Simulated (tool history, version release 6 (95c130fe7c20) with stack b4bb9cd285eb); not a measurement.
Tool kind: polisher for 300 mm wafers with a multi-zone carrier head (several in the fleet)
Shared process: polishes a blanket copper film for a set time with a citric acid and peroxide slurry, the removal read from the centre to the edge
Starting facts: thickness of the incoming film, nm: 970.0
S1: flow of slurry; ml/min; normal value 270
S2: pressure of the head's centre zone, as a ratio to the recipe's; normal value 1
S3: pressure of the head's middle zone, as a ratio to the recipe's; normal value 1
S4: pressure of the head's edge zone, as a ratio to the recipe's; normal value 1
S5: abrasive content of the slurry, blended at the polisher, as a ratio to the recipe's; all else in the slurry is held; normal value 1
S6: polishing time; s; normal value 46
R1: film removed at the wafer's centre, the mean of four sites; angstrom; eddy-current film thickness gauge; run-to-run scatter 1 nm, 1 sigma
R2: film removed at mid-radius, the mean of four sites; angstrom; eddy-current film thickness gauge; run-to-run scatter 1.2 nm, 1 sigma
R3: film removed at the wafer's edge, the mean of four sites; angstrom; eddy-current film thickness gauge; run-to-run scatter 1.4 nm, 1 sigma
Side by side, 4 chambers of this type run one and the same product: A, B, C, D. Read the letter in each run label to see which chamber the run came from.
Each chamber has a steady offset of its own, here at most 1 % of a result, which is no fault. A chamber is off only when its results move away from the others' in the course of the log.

{"run": "1C", "hour": 9.4, "S1": 270, "S2": 1, "S3": 1, "S4": 1, "S5": 1, "S6": 46, "R1": 925.92, "R2": 901.53, "R3": 922.85}
{"run": "2B", "hour": 19.7, "S1": 270, "S2": 1, "S3": 1, "S4": 1, "S5": 1, "S6": 46, "R1": 923.67, "R2": 909.91, "R3": 916.09}
{"run": "3A", "hour": 25.9, "S1": 270, "S2": 1, "S3": 1, "S4": 1, "S5": 1, "S6": 46, "R1": 914.23, "R2": 932.14, "R3": 912.1}
{"hour": 33.0, "done": "chamber B: centre zone pressure recalibrated"}
{"hour": 35.3, "done": "chamber B: slurry nozzle cleaned"}
{"run": "4D", "hour": 35.7, "S1": 270, "S2": 1, "S3": 1, "S4": 1, "S5": 1, "S6": 46, "R1": 915.4, "R2": 939.35, "R3": 899.94}
{"hour": 44.9, "done": "chamber D: edge zone pressure recalibrated"}
{"run": "5B", "hour": 44.9, "S1": 270, "S2": 1, "S3": 1, "S4": 1, "S5": 1, "S6": 46, "R1": 900.74, "R2": 935.8, "R3": 912.8}
{"run": "6C", "hour": 52.9, "S1": 270, "S2": 1, "S3": 1, "S4": 1, "S5": 1, "S6": 46, "R1": 913.19, "R2": 919.4, "R3": 912.99}
{"run": "7D", "hour": 59.4, "S1": 200, "S2": 1.05, "S3": 1, "S4": 1, "S5": 1, "S6": 46, "R1": 932.25, "R2": 897.11, "R3": 883.16}
{"run": "8A", "hour": 71.2, "S1": 200, "S2": 1.05, "S3": 1, "S4": 1, "S5": 1, "S6": 46, "R1": 934.01, "R2": 888.32, "R3": 890.25}
{"hour": 71.3, "done": "chamber A: worn pad replaced by a new one"}
{"run": "9B", "hour": 83.5, "S1": 200, "S2": 1.05, "S3": 1, "S4": 1, "S5": 1, "S6": 46, "R1": 914.99, "R2": 881.54, "R3": 867.59}
{"hour": 92.4, "done": "chamber C: worn pad replaced by a new one"}
{"run": "10D", "hour": 95.2, "S1": 200, "S2": 1.05, "S3": 1, "S4": 1, "S5": 1, "S6": 46, "R1": 920.28, "R2": 916.55, "R3": 885.52}
{"run": "11A", "hour": 102.2, "S1": 270, "S2": 1, "S3": 0.9, "S4": 1, "S5": 1, "S6": 46, "R1": 939.24, "R2": 841.17, "R3": 910.58}
{"run": "12C", "hour": 109.2, "S1": 270, "S2": 1, "S3": 0.9, "S4": 1, "S5": 1, "S6": 46, "R1": 931.09, "R2": 840.27, "R3": 942.58}
{"hour": 111.2, "done": "chamber C: edge zone pressure recalibrated"}
{"run": "13C", "hour": 119.3, "S1": 270, "S2": 1, "S3": 0.9, "S4": 1, "S5": 1, "S6": 46, "R1": 909.98, "R2": 850.67, "R3": 908.48}
{"run": "14A", "hour": 127.5, "S1": 270, "S2": 1, "S3": 0.9, "S4": 1, "S5": 1, "S6": 46, "R1": 901.5, "R2": 842.71, "R3": 910.45}
{"run": "15D", "hour": 137.1, "S1": 270, "S2": 1, "S3": 1, "S4": 1, "S5": 1, "S6": 46, "R1": 922.99, "R2": 911.93, "R3": 895.72}
{"run": "16B", "hour": 145.8, "S1": 270, "S2": 1, "S3": 1, "S4": 1, "S5": 1, "S6": 46, "R1": 867.07, "R2": 876.6, "R3": 899.55}
{"run": "17C", "hour": 158.3, "S1": 270, "S2": 1, "S3": 1, "S4": 1, "S5": 1, "S6": 46, "R1": 923.14, "R2": 905.85, "R3": 918.53}
{"hour": 160.9, "done": "chamber D: worn pad replaced by a new one"}
{"run": "18B", "hour": 164.6, "S1": 270, "S2": 1, "S3": 1, "S4": 1, "S5": 1, "S6": 46, "R1": 846.03, "R2": 876.01, "R3": 887.05}
{"run": "19A", "hour": 175.6, "S1": 270, "S2": 1, "S3": 1, "S4": 1, "S5": 1, "S6": 46, "R1": 919.79, "R2": 919.72, "R3": 909.25}
{"hour": 179.8, "done": "chamber D: centre zone pressure recalibrated"}
{"run": "20D", "hour": 182.0, "S1": 270, "S2": 1, "S3": 1, "S4": 1, "S5": 1, "S6": 46, "R1": 929.79, "R2": 934.15, "R3": 907.12}
{"run": "21A", "hour": 193.5, "S1": 270, "S2": 1, "S3": 1, "S4": 1, "S5": 1, "S6": 46, "R1": 918, "R2": 917.16, "R3": 917.85}
{"run": "22D", "hour": 202.9, "S1": 210, "S2": 1, "S3": 1, "S4": 1, "S5": 1, "S6": 46, "R1": 877.68, "R2": 893.21, "R3": 887.72}
{"run": "23C", "hour": 209.1, "S1": 210, "S2": 1, "S3": 1, "S4": 1, "S5": 1, "S6": 46, "R1": 888.01, "R2": 899.47, "R3": 880.02}
{"run": "24B", "hour": 216.4, "S1": 210, "S2": 1, "S3": 1, "S4": 1, "S5": 1, "S6": 46, "R1": 801.71, "R2": 806.58, "R3": 852.74}
{"run": "25C", "hour": 226.2, "S1": 210, "S2": 1, "S3": 1, "S4": 1, "S5": 1, "S6": 46, "R1": 891.36, "R2": 870.26, "R3": 899.65}
{"hour": 234.8, "done": "chamber A: worn pad replaced by a new one"}
{"run": "26D", "hour": 235.8, "S1": 270, "S2": 1, "S3": 1, "S4": 1, "S5": 1, "S6": 46, "R1": 901.6, "R2": 917.35, "R3": 942.33}
{"run": "27B", "hour": 248.2, "S1": 270, "S2": 1, "S3": 1, "S4": 1, "S5": 1, "S6": 46, "R1": 823.02, "R2": 826.01, "R3": 819.98}
{"hour": 251.1, "done": "chamber A: centre zone pressure recalibrated"}
{"run": "28A", "hour": 259.0, "S1": 270, "S2": 1, "S3": 1, "S4": 1, "S5": 1, "S6": 46, "R1": 916.15, "R2": 919.68, "R3": 932.39}

Predict what each chamber gives when all 4 of them run the settings below next.
{"run": "29A", "hour": 268.2, "S1": 360, "S2": 1, "S3": 1, "S4": 1, "S5": 1, "S6": 46, "R1": "?", "R2": "?", "R3": "?"}
{"run": "29B", "hour": 268.2, "S1": 360, "S2": 1, "S3": 1, "S4": 1, "S5": 1, "S6": 46, "R1": "?", "R2": "?", "R3": "?"}
{"run": "29C", "hour": 268.2, "S1": 360, "S2": 1, "S3": 1, "S4": 1, "S5": 1, "S6": 46, "R1": "?", "R2": "?", "R3": "?"}
{"run": "29D", "hour": 268.2, "S1": 360, "S2": 1, "S3": 1, "S4": 1, "S5": 1, "S6": 46, "R1": "?", "R2": "?", "R3": "?"}

run=29A R1=946.37 R2=951.99 R3=941.31
run=29B R1=825.22 R2=869.77 R3=840.88
run=29C R1=948.81 R2=955.61 R3=955.37
run=29D R1=947.85 R2=960.79 R3=956.66
